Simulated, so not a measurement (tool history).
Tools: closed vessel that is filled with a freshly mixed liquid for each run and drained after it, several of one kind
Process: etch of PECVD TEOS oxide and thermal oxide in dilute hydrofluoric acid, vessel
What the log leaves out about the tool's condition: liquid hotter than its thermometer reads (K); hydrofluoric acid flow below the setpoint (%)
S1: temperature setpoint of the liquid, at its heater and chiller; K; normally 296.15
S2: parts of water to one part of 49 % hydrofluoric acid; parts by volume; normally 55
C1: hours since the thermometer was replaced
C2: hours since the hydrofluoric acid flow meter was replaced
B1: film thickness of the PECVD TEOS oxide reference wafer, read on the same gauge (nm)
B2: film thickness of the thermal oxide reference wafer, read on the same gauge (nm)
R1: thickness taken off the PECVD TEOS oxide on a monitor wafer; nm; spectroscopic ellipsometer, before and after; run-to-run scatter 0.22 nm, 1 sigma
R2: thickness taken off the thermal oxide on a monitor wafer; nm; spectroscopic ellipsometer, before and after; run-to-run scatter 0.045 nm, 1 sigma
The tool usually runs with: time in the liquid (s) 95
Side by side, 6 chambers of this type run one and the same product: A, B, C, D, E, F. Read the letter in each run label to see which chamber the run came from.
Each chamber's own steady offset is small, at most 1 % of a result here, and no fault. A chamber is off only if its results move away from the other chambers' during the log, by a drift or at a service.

run 1C hour=4.9 | S1=296.15 S2=55 time_in_the_liquid_(s)=95 | C1=132.6 C2=622.7 | B1=69.988 B2=110.01 | R1=28.313 R2=8.207
run 2F hour=9.6 | S1=296.15 S2=55 time_in_the_liquid_(s)=95 | C1=1298.1 C2=118.4 | B1=70.019 B2=110.01 | R1=28.568 R2=8.1739
run 3E hour=12.9 | S1=296.15 S2=55 time_in_the_liquid_(s)=95 | C1=901.1 C2=676.6 | B1=70.028 B2=110 | R1=29.101 R2=8.2231
-- hour=16.6 chamber E: thermometer replaced
run 4D hour=17.9 | S1=296.15 S2=55 time_in_the_liquid_(s)=95 | C1=744 C2=23.7 | B1=70.019 B2=110.01 | R1=28.872 R2=8.1763
run 5B hour=22.3 | S1=296.15 S2=55 time_in_the_liquid_(s)=95 | C1=501.7 C2=534 | B1=69.989 B2=110 | R1=28.518 R2=8.229
run 6A hour=26.6 | S1=296.15 S2=55 time_in_the_liquid_(s)=95 | C1=1200.7 C2=2043.3 | B1=69.992 B2=110 | R1=28.842 R2=8.2895
run 7F hour=29.8 | S1=296.15 S2=30 time_in_the_liquid_(s)=65 | C1=1318.3 C2=138.6 | B1=70.01 B2=110 | R1=37.099 R2=10.57
run 8E hour=34.8 | S1=296.15 S2=30 time_in_the_liquid_(s)=65 | C1=18.2 C2=698.5 | B1=70.021 B2=109.99 | R1=37.117 R2=10.461
run 9A hour=39.9 | S1=296.15 S2=30 time_in_the_liquid_(s)=65 | C1=1214 C2=2056.6 | B1=69.969 B2=110 | R1=37.596 R2=10.818
run 10D hour=42.7 | S1=296.15 S2=30 time_in_the_liquid_(s)=65 | C1=768.8 C2=48.5 | B1=69.996 B2=110.01 | R1=37.212 R2=10.696
run 11C hour=45 | S1=296.15 S2=30 time_in_the_liquid_(s)=65 | C1=172.7 C2=662.8 | B1=69.993 B2=109.98 | R1=37.856 R2=10.873
run 12B hour=48.6 | S1=296.15 S2=30 time_in_the_liquid_(s)=65 | C1=528 C2=560.3 | B1=69.998 B2=110 | R1=37.095 R2=10.578
run 13B hour=53.1 | S1=296.15 S2=55 time_in_the_liquid_(s)=95 | C1=532.5 C2=564.8 | B1=69.999 B2=110 | R1=28.28 R2=8.2967
-- hour=56.3 chamber C: hydrofluoric acid flow meter replaced
run 14E hour=57.9 | S1=296.15 S2=55 time_in_the_liquid_(s)=95 | C1=41.3 C2=721.6 | B1=69.997 B2=109.98 | R1=29.351 R2=8.1101
run 15A hour=60.9 | S1=296.15 S2=55 time_in_the_liquid_(s)=95 | C1=1235 C2=2077.6 | B1=70.017 B2=110.02 | R1=28.78 R2=8.2408
-- hour=62.5 chamber A: hydrofluoric acid flow meter replaced
run 16D hour=65.1 | S1=296.15 S2=55 time_in_the_liquid_(s)=95 | C1=791.2 C2=70.9 | B1=70.017 B2=110.01 | R1=28.76 R2=8.2144
run 17F hour=70.2 | S1=296.15 S2=55 time_in_the_liquid_(s)=95 | C1=1358.7 C2=179 | B1=70.015 B2=110.02 | R1=28.797 R2=8.2693
run 18C hour=73.1 | S1=296.15 S2=55 time_in_the_liquid_(s)=95 | C1=200.8 C2=16.8 | B1=69.984 B2=110.01 | R1=29.282 R2=8.2173
run 19D hour=77.3 | S1=296.15 S2=55 time_in_the_liquid_(s)=95 | C1=803.4 C2=83.1 | B1=70.014 B2=109.99 | R1=28.872 R2=8.2749
run 20F hour=79.7 | S1=296.15 S2=55 time_in_the_liquid_(s)=95 | C1=1368.2 C2=188.5 | B1=70.011 B2=110 | R1=28.637 R2=8.168
run 21A hour=83.6 | S1=296.15 S2=55 time_in_the_liquid_(s)=95 | C1=1257.7 C2=21.1 | B1=70.021 B2=110.01 | R1=28.743 R2=8.2736
run 22B hour=86.9 | S1=296.15 S2=55 time_in_the_liquid_(s)=95 | C1=566.3 C2=598.6 | B1=69.947 B2=109.98 | R1=28.648 R2=8.2477
run 23E hour=89.4 | S1=296.15 S2=55 time_in_the_liquid_(s)=95 | C1=72.8 C2=753.1 | B1=69.989 B2=110 | R1=28.957 R2=8.1506
run 24C hour=93.2 | S1=299.65 S2=55 time_in_the_liquid_(s)=95 | C1=220.9 C2=36.9 | B1=69.989 B2=109.99 | R1=33.477 R2=9.4834
run 25C hour=96.4 | S1=299.65 S2=55 time_in_the_liquid_(s)=95 | C1=224.1 C2=40.1 | B1=70.012 B2=109.99 | R1=33.474 R2=9.5176
run 26F hour=100.6 | S1=299.65 S2=55 time_in_the_liquid_(s)=95 | C1=1389.1 C2=209.4 | B1=69.991 B2=110 | R1=32.544 R2=9.4186
run 27E hour=104.8 | S1=299.65 S2=55 time_in_the_liquid_(s)=95 | C1=88.2 C2=768.5 | B1=70.002 B2=110.03 | R1=33.165 R2=9.3892
run 28D hour=108.2 | S1=299.65 S2=55 time_in_the_liquid_(s)=95 | C1=834.3 C2=114 | B1=70.002 B2=109.98 | R1=32.767 R2=9.5074
run 29A hour=110.6 | S1=299.65 S2=55 time_in_the_liquid_(s)=95 | C1=1284.7 C2=48.1 | B1=69.997 B2=110 | R1=33.086 R2=9.599
run 30B hour=115.3 | S1=296.15 S2=55 time_in_the_liquid_(s)=95 | C1=594.7 C2=627 | B1=69.981 B2=110.01 | R1=29.241 R2=8.2926
run 31E hour=118.3 | S1=296.15 S2=55 time_in_the_liquid_(s)=95 | C1=101.7 C2=782 | B1=70.007 B2=110 | R1=28.723 R2=8.2075
run 32C hour=122.3 | S1=296.15 S2=55 time_in_the_liquid_(s)=95 | C1=250 C2=66 | B1=70.005 B2=110.01 | R1=28.968 R2=8.1898
run 33D hour=124.6 | S1=296.15 S2=55 time_in_the_liquid_(s)=95 | C1=850.7 C2=130.4 | B1=69.978 B2=110.01 | R1=29.242 R2=8.1749
run 34F hour=127.6 | S1=296.15 S2=55 time_in_the_liquid_(s)=95 | C1=1416.1 C2=236.4 | B1=69.991 B2=110 | R1=28.824 R2=8.1398
run 35A hour=130 | S1=296.15 S2=55 time_in_the_liquid_(s)=95 | C1=1304.1 C2=67.5 | B1=69.972 B2=109.99 | R1=28.71 R2=8.3744
run 36B hour=132.9 | S1=296.15 S2=55 time_in_the_liquid_(s)=95 | C1=612.3 C2=644.6 | B1=70.013 B2=110.01 | R1=28.71 R2=8.2767
run 37B hour=137.4 | S1=299.65 S2=75 time_in_the_liquid_(s)=95 | C1=616.8 C2=649.1 | B1=69.995 B2=109.98 | R1=23.781 R2=6.7703
run 38D hour=141.9 | S1=299.65 S2=75 time_in_the_liquid_(s)=95 | C1=868 C2=147.7 | B1=69.991 B2=110 | R1=23.779 R2=6.7627
run 39A hour=146.1 | S1=299.65 S2=75 time_in_the_liquid_(s)=95 | C1=1320.2 C2=83.6 | B1=70.005 B2=110 | R1=23.435 R2=6.8083
run 40E hour=149.6 | S1=299.65 S2=75 time_in_the_liquid_(s)=95 | C1=133 C2=813.3 | B1=70.018 B2=109.99 | R1=23.508 R2=6.7065
run 41F hour=153.2 | S1=299.65 S2=75 time_in_the_liquid_(s)=95 | C1=1441.7 C2=262 | B1=70.029 B2=110 | R1=23.328 R2=6.6355
run 42C hour=158.4 | S1=299.65 S2=75 time_in_the_liquid_(s)=95 | C1=286.1 C2=102.1 | B1=70.002 B2=110.01 | R1=23.833 R2=6.8241

All chambers now run identical settings, listed one chamber a line with results as question marks. What results will each chamber show?
run 43A hour=162.2 | S1=296.15 S2=55 time_in_the_liquid_(s)=95 | R1=? R2=?
run 43B hour=162.2 | S1=296.15 S2=55 time_in_the_liquid_(s)=95 | R1=? R2=?
run 43C hour=162.2 | S1=296.15 S2=55 time_in_the_liquid_(s)=95 | R1=? R2=?
run 43D hour=162.2 | S1=296.15 S2=55 time_in_the_liquid_(s)=95 | R1=? R2=?
run 43E hour=162.2 | S1=296.15 S2=55 time_in_the_liquid_(s)=95 | R1=? R2=?
run 43F hour=162.2 | S1=296.15 S2=55 time_in_the_liquid_(s)=95 | R1=? R2=?

run=43A R1=28.799 R2=8.2245
run=43B R1=28.727 R2=8.3156
run=43C R1=28.903 R2=8.2824
run=43D R1=28.784 R2=8.2402
run=43E R1=28.537 R2=8.0966
run=43F R1=28.692 R2=8.2622

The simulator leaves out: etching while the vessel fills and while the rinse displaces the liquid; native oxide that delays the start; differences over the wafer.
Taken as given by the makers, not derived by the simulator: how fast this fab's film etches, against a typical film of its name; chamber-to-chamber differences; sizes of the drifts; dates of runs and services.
